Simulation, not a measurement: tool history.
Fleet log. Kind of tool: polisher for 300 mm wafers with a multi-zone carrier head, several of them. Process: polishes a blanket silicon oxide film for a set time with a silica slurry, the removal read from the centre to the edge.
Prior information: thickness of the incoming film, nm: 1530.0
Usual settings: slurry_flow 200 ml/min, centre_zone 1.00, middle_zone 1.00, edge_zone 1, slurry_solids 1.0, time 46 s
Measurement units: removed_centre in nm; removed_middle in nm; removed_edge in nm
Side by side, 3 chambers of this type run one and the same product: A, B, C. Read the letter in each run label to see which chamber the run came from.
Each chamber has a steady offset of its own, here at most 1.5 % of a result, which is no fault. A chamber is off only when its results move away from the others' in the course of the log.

run 1B hour=15.2 | slurry_flow=200 centre_zone=1.00 middle_zone=1.00 edge_zone=1 slurry_solids=1.0 time=46 | removed_centre=174.93 removed_middle=173.46 removed_edge=178.39
run 2A hour=23.3 | slurry_flow=200 centre_zone=1.00 middle_zone=1.00 edge_zone=1 slurry_solids=1.0 time=46 | removed_centre=173.08 removed_middle=173.62 removed_edge=176.02
run 3C hour=35.5 | slurry_flow=200 centre_zone=1.00 middle_zone=1.00 edge_zone=1 slurry_solids=1.0 time=46 | removed_centre=175.26 removed_middle=178.38 removed_edge=173.01
-- hour=42.4 chamber C: edge zone pressure recalibrated
-- hour=44.1 chamber A: worn pad replaced by a new one
run 4C hour=44.3 | slurry_flow=200 centre_zone=1.00 middle_zone=1.00 edge_zone=1 slurry_solids=1.0 time=46 | removed_centre=173.43 removed_middle=177.99 removed_edge=176.23
-- hour=51.8 chamber C: slurry nozzle cleaned
run 5A hour=51.8 | slurry_flow=200 centre_zone=1.00 middle_zone=1.00 edge_zone=1 slurry_solids=1.0 time=46 | removed_centre=173.58 removed_middle=175.67 removed_edge=172.70
-- hour=62.4 chamber A: centre zone pressure recalibrated
-- hour=66.0 chamber C: worn pad replaced by a new one
run 6B hour=66.5 | slurry_flow=200 centre_zone=1.00 middle_zone=1.00 edge_zone=1 slurry_solids=1.0 time=46 | removed_centre=173.93 removed_middle=175.37 removed_edge=179.43
run 7C hour=80.1 | slurry_flow=200 centre_zone=1.00 middle_zone=1.00 edge_zone=1 slurry_solids=1.0 time=46 | removed_centre=178.25 removed_middle=180.07 removed_edge=176.35
-- hour=84.4 chamber B: worn pad replaced by a new one
run 8A hour=94.5 | slurry_flow=200 centre_zone=1.00 middle_zone=1.00 edge_zone=1 slurry_solids=1.0 time=46 | removed_centre=173.87 removed_middle=175.77 removed_edge=178.96
run 9B hour=109.9 | slurry_flow=200 centre_zone=1.00 middle_zone=1.00 edge_zone=1 slurry_solids=1.0 time=46 | removed_centre=176.95 removed_middle=175.16 removed_edge=176.54
run 10C hour=123.0 | slurry_flow=200 centre_zone=1.00 middle_zone=1.00 edge_zone=1 slurry_solids=1.0 time=46 | removed_centre=176.66 removed_middle=179.43 removed_edge=169.71
run 11B hour=136.1 | slurry_flow=200 centre_zone=1.00 middle_zone=1.00 edge_zone=1 slurry_solids=1.0 time=46 | removed_centre=175.92 removed_middle=171.96 removed_edge=177.54
-- hour=145.4 chamber A: edge zone pressure recalibrated
-- hour=147.6 chamber A: worn pad replaced by a new one
-- hour=150.8 chamber C: worn pad replaced by a new one
run 12A hour=152.0 | slurry_flow=200 centre_zone=0.93 middle_zone=0.95 edge_zone=1 slurry_solids=1.0 time=46 | removed_centre=160.21 removed_middle=167.19 removed_edge=177.97
-- hour=155.4 chamber A: slurry nozzle cleaned
-- hour=156.9 chamber B: centre zone pressure recalibrated
run 13B hour=160.6 | slurry_flow=200 centre_zone=0.93 middle_zone=0.95 edge_zone=1 slurry_solids=1.0 time=46 | removed_centre=161.07 removed_middle=163.41 removed_edge=174.95
run 14A hour=175.7 | slurry_flow=200 centre_zone=0.93 middle_zone=0.95 edge_zone=1 slurry_solids=1.0 time=46 | removed_centre=160.04 removed_middle=169.97 removed_edge=175.98
-- hour=188.5 chamber B: worn pad replaced by a new one
run 15C hour=191.3 | slurry_flow=200 centre_zone=1.00 middle_zone=1.00 edge_zone=1 slurry_solids=1.0 time=46 | removed_centre=173.28 removed_middle=175.64 removed_edge=173.72
run 16C hour=198.3 | slurry_flow=200 centre_zone=1.00 middle_zone=1.00 edge_zone=1 slurry_solids=1.0 time=46 | removed_centre=179.69 removed_middle=179.63 removed_edge=179.51
run 17B hour=207.3 | slurry_flow=155 centre_zone=1.00 middle_zone=1.00 edge_zone=1 slurry_solids=1.2 time=46 | removed_centre=182.77 removed_middle=183.47 removed_edge=182.00
run 18A hour=220.5 | slurry_flow=155 centre_zone=1.00 middle_zone=1.00 edge_zone=1 slurry_solids=1.2 time=46 | removed_centre=178.25 removed_middle=183.67 removed_edge=188.14
-- hour=232.3 chamber A: worn pad replaced by a new one
run 19B hour=234.4 | slurry_flow=155 centre_zone=1.00 middle_zone=1.00 edge_zone=1 slurry_solids=1.2 time=46 | removed_centre=184.92 removed_middle=180.06 removed_edge=185.45
-- hour=239.0 chamber C: worn pad replaced by a new one
run 20C hour=250.5 | slurry_flow=200 centre_zone=1.00 middle_zone=1.00 edge_zone=1 slurry_solids=1.0 time=46 | removed_centre=173.94 removed_middle=178.30 removed_edge=178.13
-- hour=259.3 chamber B: edge zone pressure recalibrated
-- hour=261.7 chamber B: slurry nozzle cleaned
run 21A hour=263.2 | slurry_flow=200 centre_zone=1.00 middle_zone=1.00 edge_zone=1 slurry_solids=1.0 time=46 | removed_centre=175.79 removed_middle=176.30 removed_edge=177.51
run 22C hour=276.1 | slurry_flow=200 centre_zone=1.00 middle_zone=1.00 edge_zone=1 slurry_solids=1.0 time=46 | removed_centre=176.52 removed_middle=179.58 removed_edge=174.62
run 23B hour=292.0 | slurry_flow=200 centre_zone=1.00 middle_zone=1.00 edge_zone=1 slurry_solids=1.0 time=46 | removed_centre=175.53 removed_middle=176.72 removed_edge=175.90
-- hour=294.7 chamber B: worn pad replaced by a new one
run 24A hour=300.8 | slurry_flow=200 centre_zone=1.00 middle_zone=1.00 edge_zone=1 slurry_solids=1.0 time=46 | removed_centre=171.16 removed_middle=176.55 removed_edge=173.07
-- hour=312.0 chamber C: slurry nozzle cleaned
run 25B hour=315.0 | slurry_flow=200 centre_zone=1.00 middle_zone=1.00 edge_zone=1 slurry_solids=1.0 time=46 | removed_centre=175.04 removed_middle=173.71 removed_edge=174.17
run 26C hour=329.5 | slurry_flow=200 centre_zone=1.00 middle_zone=1.00 edge_zone=1 slurry_solids=1.0 time=46 | removed_centre=174.80 removed_middle=179.54 removed_edge=173.43
-- hour=331.3 chamber A: worn pad replaced by a new one
run 27A hour=338.4 | slurry_flow=200 centre_zone=1.00 middle_zone=1.00 edge_zone=1 slurry_solids=1.0 time=46 | removed_centre=176.63 removed_middle=175.04 removed_edge=172.57
-- hour=342.4 chamber C: worn pad replaced by a new one
run 28B hour=345.7 | slurry_flow=240 centre_zone=1.00 middle_zone=1.06 edge_zone=1 slurry_solids=1.0 time=46 | removed_centre=180.41 removed_middle=188.39 removed_edge=175.58
run 29A hour=355.7 | slurry_flow=240 centre_zone=1.00 middle_zone=1.06 edge_zone=1 slurry_solids=1.0 time=46 | removed_centre=176.77 removed_middle=191.38 removed_edge=178.59
run 30C hour=370.8 | slurry_flow=240 centre_zone=1.00 middle_zone=1.06 edge_zone=1 slurry_solids=1.0 time=46 | removed_centre=184.62 removed_middle=194.43 removed_edge=174.79
run 31C hour=387.1 | slurry_flow=200 centre_zone=1.00 middle_zone=1.00 edge_zone=1 slurry_solids=1.0 time=46 | removed_centre=176.44 removed_middle=176.75 removed_edge=175.37
run 32B hour=395.3 | slurry_flow=200 centre_zone=1.00 middle_zone=1.00 edge_zone=1 slurry_solids=1.0 time=46 | removed_centre=173.33 removed_middle=172.47 removed_edge=173.40
-- hour=399.3 chamber B: worn pad replaced by a new one
run 33A hour=411.0 | slurry_flow=200 centre_zone=1.00 middle_zone=1.00 edge_zone=1 slurry_solids=1.0 time=46 | removed_centre=175.57 removed_middle=173.98 removed_edge=173.18
run 34C hour=424.1 | slurry_flow=200 centre_zone=1.00 middle_zone=1.00 edge_zone=1 slurry_solids=1.0 time=46 | removed_centre=175.21 removed_middle=176.93 removed_edge=180.85
-- hour=425.8 chamber C: worn pad replaced by a new one
-- hour=427.2 chamber A: worn pad replaced by a new one
run 35B hour=438.0 | slurry_flow=200 centre_zone=1.00 middle_zone=1.00 edge_zone=1 slurry_solids=1.0 time=46 | removed_centre=179.04 removed_middle=175.65 removed_edge=175.73
-- hour=442.2 chamber C: edge zone pressure recalibrated
run 36A hour=451.4 | slurry_flow=200 centre_zone=1.00 middle_zone=0.95 edge_zone=1 slurry_solids=1.0 time=53 | removed_centre=201.59 removed_middle=192.97 removed_edge=204.26
run 37C hour=467.8 | slurry_flow=200 centre_zone=1.00 middle_zone=0.95 edge_zone=1 slurry_solids=1.0 time=53 | removed_centre=202.08 removed_middle=195.49 removed_edge=204.24

Next, every chamber runs the same settings. What will each give?
run 38A hour=479.5 | slurry_flow=200 centre_zone=1.00 middle_zone=1.00 edge_zone=1 slurry_solids=1.0 time=46 | removed_centre=? removed_middle=? removed_edge=?
run 38B hour=479.5 | slurry_flow=200 centre_zone=1.00 middle_zone=1.00 edge_zone=1 slurry_solids=1.0 time=46 | removed_centre=? removed_middle=? removed_edge=?
run 38C hour=479.5 | slurry_flow=200 centre_zone=1.00 middle_zone=1.00 edge_zone=1 slurry_solids=1.0 time=46 | removed_centre=? removed_middle=? removed_edge=?

run=38A removed_centre=176.47 removed_middle=176.30 removed_edge=178.20
run=38B removed_centre=177.29 removed_middle=174.47 removed_edge=178.40
run=38C removed_centre=174.44 removed_middle=177.60 removed_edge=174.61
